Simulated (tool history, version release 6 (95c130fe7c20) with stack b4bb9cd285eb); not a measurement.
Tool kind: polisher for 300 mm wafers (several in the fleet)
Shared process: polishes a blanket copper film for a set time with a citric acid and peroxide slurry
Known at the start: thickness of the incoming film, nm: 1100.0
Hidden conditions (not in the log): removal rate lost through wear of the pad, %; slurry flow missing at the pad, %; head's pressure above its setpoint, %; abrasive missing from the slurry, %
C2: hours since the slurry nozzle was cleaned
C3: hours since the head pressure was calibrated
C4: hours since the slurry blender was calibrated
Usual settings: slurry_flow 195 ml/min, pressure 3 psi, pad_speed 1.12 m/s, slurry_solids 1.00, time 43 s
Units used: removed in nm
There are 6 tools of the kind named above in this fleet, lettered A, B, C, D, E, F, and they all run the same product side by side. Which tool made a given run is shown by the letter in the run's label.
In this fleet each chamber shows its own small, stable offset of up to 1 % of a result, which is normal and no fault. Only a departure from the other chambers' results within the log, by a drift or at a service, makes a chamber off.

-- hour=1.0 chamber E: worn pad replaced by a new one
-- hour=5.8 chamber F: slurry blender recalibrated
-- hour=10.4 chamber D: slurry blender recalibrated
run 1C hour=10.5 | slurry_flow=195 pressure=3 pad_speed=1.12 slurry_solids=1.00 time=43 | wafers_polished_on_this_pad=944 C2=160.4 C3=561.3 C4=36.7 | removed=107.720
run 2D hour=15.4 | slurry_flow=195 pressure=3 pad_speed=1.12 slurry_solids=1.00 time=43 | wafers_polished_on_this_pad=840 C2=19.4 C3=405.3 C4=5.0 | removed=106.070
-- hour=20.6 chamber D: worn pad replaced by a new one
-- hour=20.9 chamber C: worn pad replaced by a new one
run 3F hour=24.9 | slurry_flow=195 pressure=3 pad_speed=1.12 slurry_solids=1.00 time=43 | wafers_polished_on_this_pad=656 C2=549.6 C3=450.9 C4=19.1 | removed=108.460
-- hour=25.0 chamber F: worn pad replaced by a new one
run 4B hour=35.0 | slurry_flow=195 pressure=3 pad_speed=1.12 slurry_solids=1.00 time=43 | wafers_polished_on_this_pad=519 C2=63.3 C3=79.7 C4=201.2 | removed=107.070
run 5A hour=44.4 | slurry_flow=195 pressure=3 pad_speed=1.12 slurry_solids=1.00 time=43 | wafers_polished_on_this_pad=537 C2=106.3 C3=577.4 C4=440.1 | removed=107.120
run 6E hour=49.6 | slurry_flow=195 pressure=3 pad_speed=1.12 slurry_solids=1.00 time=43 | wafers_polished_on_this_pad=497 C2=230.8 C3=380.1 C4=102.6 | removed=107.010
-- hour=50.5 chamber E: slurry blender recalibrated
run 7B hour=57.7 | slurry_flow=195 pressure=3 pad_speed=1.12 slurry_solids=1.00 time=43 | wafers_polished_on_this_pad=751 C2=86.0 C3=102.4 C4=223.9 | removed=108.550
-- hour=62.1 chamber E: worn pad replaced by a new one
run 8D hour=65.3 | slurry_flow=195 pressure=3 pad_speed=1.12 slurry_solids=1.00 time=43 | wafers_polished_on_this_pad=457 C2=69.3 C3=455.2 C4=54.9 | removed=107.290
-- hour=66.3 chamber A: worn pad replaced by a new one
-- hour=69.5 chamber B: worn pad replaced by a new one
run 9E hour=72.4 | slurry_flow=195 pressure=3 pad_speed=1.12 slurry_solids=1.00 time=43 | wafers_polished_on_this_pad=106 C2=253.6 C3=402.9 C4=21.9 | removed=109.010
-- hour=79.1 chamber A: slurry blender recalibrated
run 10C hour=80.8 | slurry_flow=195 pressure=3 pad_speed=1.12 slurry_solids=1.00 time=43 | wafers_polished_on_this_pad=612 C2=230.7 C3=631.6 C4=107.0 | removed=108.560
-- hour=82.2 chamber C: slurry blender recalibrated
-- hour=87.2 chamber F: worn pad replaced by a new one
run 11F hour=89.6 | slurry_flow=195 pressure=3 pad_speed=1.12 slurry_solids=1.00 time=43 | wafers_polished_on_this_pad=24 C2=614.3 C3=515.6 C4=83.8 | removed=108.070
run 12A hour=94.4 | slurry_flow=195 pressure=3 pad_speed=1.12 slurry_solids=1.00 time=43 | wafers_polished_on_this_pad=288 C2=156.3 C3=627.4 C4=15.4 | removed=108.060
run 13F hour=102.3 | slurry_flow=195 pressure=3 pad_speed=1.12 slurry_solids=1.00 time=43 | wafers_polished_on_this_pad=154 C2=627.0 C3=528.3 C4=96.5 | removed=107.640
run 14D hour=109.9 | slurry_flow=195 pressure=3 pad_speed=1.12 slurry_solids=1.00 time=43 | wafers_polished_on_this_pad=913 C2=113.9 C3=499.8 C4=99.5 | removed=107.920
-- hour=113.6 chamber D: worn pad replaced by a new one
-- hour=114.7 chamber F: slurry blender recalibrated
run 15E hour=119.0 | slurry_flow=195 pressure=3 pad_speed=1.12 slurry_solids=1.00 time=43 | wafers_polished_on_this_pad=582 C2=300.2 C3=449.5 C4=68.5 | removed=108.610
-- hour=119.4 chamber C: worn pad replaced by a new one
-- hour=120.3 chamber E: worn pad replaced by a new one
run 16A hour=130.1 | slurry_flow=195 pressure=3 pad_speed=1.12 slurry_solids=1.00 time=43 | wafers_polished_on_this_pad=653 C2=192.0 C3=663.1 C4=51.1 | removed=108.070
run 17C hour=135.6 | slurry_flow=230 pressure=3 pad_speed=1.12 slurry_solids=1.00 time=43 | wafers_polished_on_this_pad=165 C2=285.5 C3=686.4 C4=53.4 | removed=109.870
-- hour=138.5 chamber D: head pressure recalibrated
-- hour=138.9 chamber A: worn pad replaced by a new one
run 18B hour=142.3 | slurry_flow=230 pressure=3 pad_speed=1.12 slurry_solids=1.00 time=43 | wafers_polished_on_this_pad=745 C2=170.6 C3=187.0 C4=308.5 | removed=109.960
run 19D hour=149.5 | slurry_flow=230 pressure=3 pad_speed=1.12 slurry_solids=1.00 time=43 | wafers_polished_on_this_pad=367 C2=153.5 C3=11.1 C4=139.1 | removed=109.740
-- hour=153.2 chamber B: slurry blender recalibrated
-- hour=157.4 chamber F: worn pad replaced by a new one
run 20A hour=158.8 | slurry_flow=230 pressure=3 pad_speed=1.12 slurry_solids=1.00 time=43 | wafers_polished_on_this_pad=203 C2=220.7 C3=691.8 C4=79.8 | removed=110.930
-- hour=159.4 chamber B: worn pad replaced by a new one
run 21E hour=167.0 | slurry_flow=230 pressure=3 pad_speed=1.12 slurry_solids=1.00 time=43 | wafers_polished_on_this_pad=478 C2=348.2 C3=497.5 C4=116.5 | removed=110.780
-- hour=172.8 chamber E: slurry blender recalibrated
-- hour=174.1 chamber E: head pressure recalibrated
run 22B hour=175.2 | slurry_flow=230 pressure=3 pad_speed=1.12 slurry_solids=1.00 time=43 | wafers_polished_on_this_pad=162 C2=203.5 C3=219.9 C4=22.1 | removed=110.070
-- hour=180.4 chamber E: worn pad replaced by a new one
-- hour=183.2 chamber D: slurry blender recalibrated
-- hour=185.4 chamber C: slurry blender recalibrated
run 23C hour=185.7 | slurry_flow=195 pressure=3 pad_speed=1.12 slurry_solids=1.00 time=43 | wafers_polished_on_this_pad=677 C2=335.6 C3=736.5 C4=0.3 | removed=108.230
run 24F hour=194.5 | slurry_flow=195 pressure=3 pad_speed=1.12 slurry_solids=1.00 time=43 | wafers_polished_on_this_pad=379 C2=719.2 C3=620.5 C4=79.9 | removed=108.360
-- hour=200.3 chamber D: worn pad replaced by a new one
run 25E hour=201.1 | slurry_flow=195 pressure=3 pad_speed=0.98 slurry_solids=0.85 time=43 | wafers_polished_on_this_pad=211 C2=382.3 C3=27.0 C4=28.4 | removed=100.370
run 26D hour=207.5 | slurry_flow=195 pressure=3 pad_speed=0.98 slurry_solids=0.85 time=43 | wafers_polished_on_this_pad=73 C2=211.5 C3=69.1 C4=24.4 | removed=91.890
run 27F hour=215.2 | slurry_flow=195 pressure=3 pad_speed=0.98 slurry_solids=0.85 time=43 | wafers_polished_on_this_pad=591 C2=739.9 C3=641.2 C4=100.6 | removed=91.721
-- hour=218.3 chamber F: slurry blender recalibrated
-- hour=218.4 chamber A: worn pad replaced by a new one
-- hour=220.4 chamber C: worn pad replaced by a new one
run 28B hour=222.2 | slurry_flow=195 pressure=3 pad_speed=0.98 slurry_solids=0.85 time=43 | wafers_polished_on_this_pad=642 C2=250.5 C3=266.9 C4=69.1 | removed=92.569
-- hour=223.7 chamber F: slurry nozzle cleaned
run 29C hour=230.5 | slurry_flow=195 pressure=3 pad_speed=0.98 slurry_solids=0.85 time=43 | wafers_polished_on_this_pad=103 C2=380.4 C3=781.3 C4=45.1 | removed=91.341
-- hour=234.3 chamber F: worn pad replaced by a new one
-- hour=236.3 chamber E: slurry nozzle cleaned
run 30A hour=238.4 | slurry_flow=195 pressure=3 pad_speed=0.98 slurry_solids=0.85 time=43 | wafers_polished_on_this_pad=204 C2=300.3 C3=771.4 C4=159.4 | removed=91.705
-- hour=240.0 chamber E: worn pad replaced by a new one
run 31E hour=249.5 | slurry_flow=195 pressure=3 pad_speed=1.12 slurry_solids=1.00 time=43 | wafers_polished_on_this_pad=97 C2=13.3 C3=75.4 C4=76.8 | removed=116.790
-- hour=255.5 chamber B: worn pad replaced by a new one
run 32A hour=258.9 | slurry_flow=195 pressure=3 pad_speed=1.12 slurry_solids=1.00 time=43 | wafers_polished_on_this_pad=414 C2=320.8 C3=791.9 C4=179.9 | removed=108.890
run 33D hour=264.1 | slurry_flow=195 pressure=3 pad_speed=1.12 slurry_solids=1.00 time=43 | wafers_polished_on_this_pad=652 C2=268.1 C3=125.7 C4=81.0 | removed=106.750
run 34B hour=272.0 | slurry_flow=195 pressure=3 pad_speed=1.12 slurry_solids=1.00 time=43 | wafers_polished_on_this_pad=168 C2=300.3 C3=316.7 C4=118.9 | removed=108.720
-- hour=278.5 chamber C: slurry blender recalibrated
-- hour=281.2 chamber A: worn pad replaced by a new one
run 35C hour=282.4 | slurry_flow=195 pressure=3 pad_speed=1.12 slurry_solids=1.00 time=43 | wafers_polished_on_this_pad=634 C2=432.3 C3=833.2 C4=3.9 | removed=108.680
run 36F hour=291.7 | slurry_flow=195 pressure=3 pad_speed=1.12 slurry_solids=1.00 time=43 | wafers_polished_on_this_pad=586 C2=68.0 C3=717.7 C4=73.4 | removed=109.230
-- hour=292.4 chamber F: worn pad replaced by a new one
run 37B hour=301.5 | slurry_flow=195 pressure=3 pad_speed=1.12 slurry_solids=1.10 time=43 | wafers_polished_on_this_pad=470 C2=329.8 C3=346.2 C4=148.4 | removed=110.030
run 38F hour=310.8 | slurry_flow=195 pressure=3 pad_speed=1.12 slurry_solids=1.10 time=43 | wafers_polished_on_this_pad=188 C2=87.1 C3=736.8 C4=92.5 | removed=110.510
run 39A hour=320.4 | slurry_flow=195 pressure=3 pad_speed=1.12 slurry_solids=1.10 time=43 | wafers_polished_on_this_pad=400 C2=382.3 C3=853.4 C4=241.4 | removed=109.910

Read the log: is a single chamber off, either drifting away or since a service, is the gauge that measures every chamber drifting, or is nothing wrong beyond small per-chamber offsets? Name any odd chamber and what most likely caused it.

Chamber E has stood off from the others ever since a service on it.
What lies behind it: head's pressure above its setpoint, % = 8.53.

Chamber E could run next with any of the 4 candidate recipes listed below; each alters the usual settings, and their results appear as question marks. Which one brings its results back in line with what the other chambers deliver on the usual settings?
Maximum distance from the other chambers' mean on the usual settings for a result to count as in line: removed 2.500 nm
run 40E-1 hour=328.4 | slurry_flow=220 pressure=3.0 pad_speed=1.12 slurry_solids=1.15 time=43 | removed=?
run 40E-2 hour=328.4 | slurry_flow=195 pressure=2.9 pad_speed=1.12 slurry_solids=1.00 time=41 | removed=?
run 40E-3 hour=328.4 | slurry_flow=195 pressure=3.0 pad_speed=1.12 slurry_solids=1.00 time=41 | removed=?
run 40E-4 hour=328.4 | slurry_flow=195 pressure=3.3 pad_speed=1.12 slurry_solids=1.00 time=43 | removed=?

Mean of the other chambers on the usual settings: removed 107.960 nm
run=40E-1 removed=122.490
run=40E-2 removed=107.900
run=40E-3 removed=111.540
run=40E-4 removed=128.420
40E-2 puts the chamber back in line with the other chambers.

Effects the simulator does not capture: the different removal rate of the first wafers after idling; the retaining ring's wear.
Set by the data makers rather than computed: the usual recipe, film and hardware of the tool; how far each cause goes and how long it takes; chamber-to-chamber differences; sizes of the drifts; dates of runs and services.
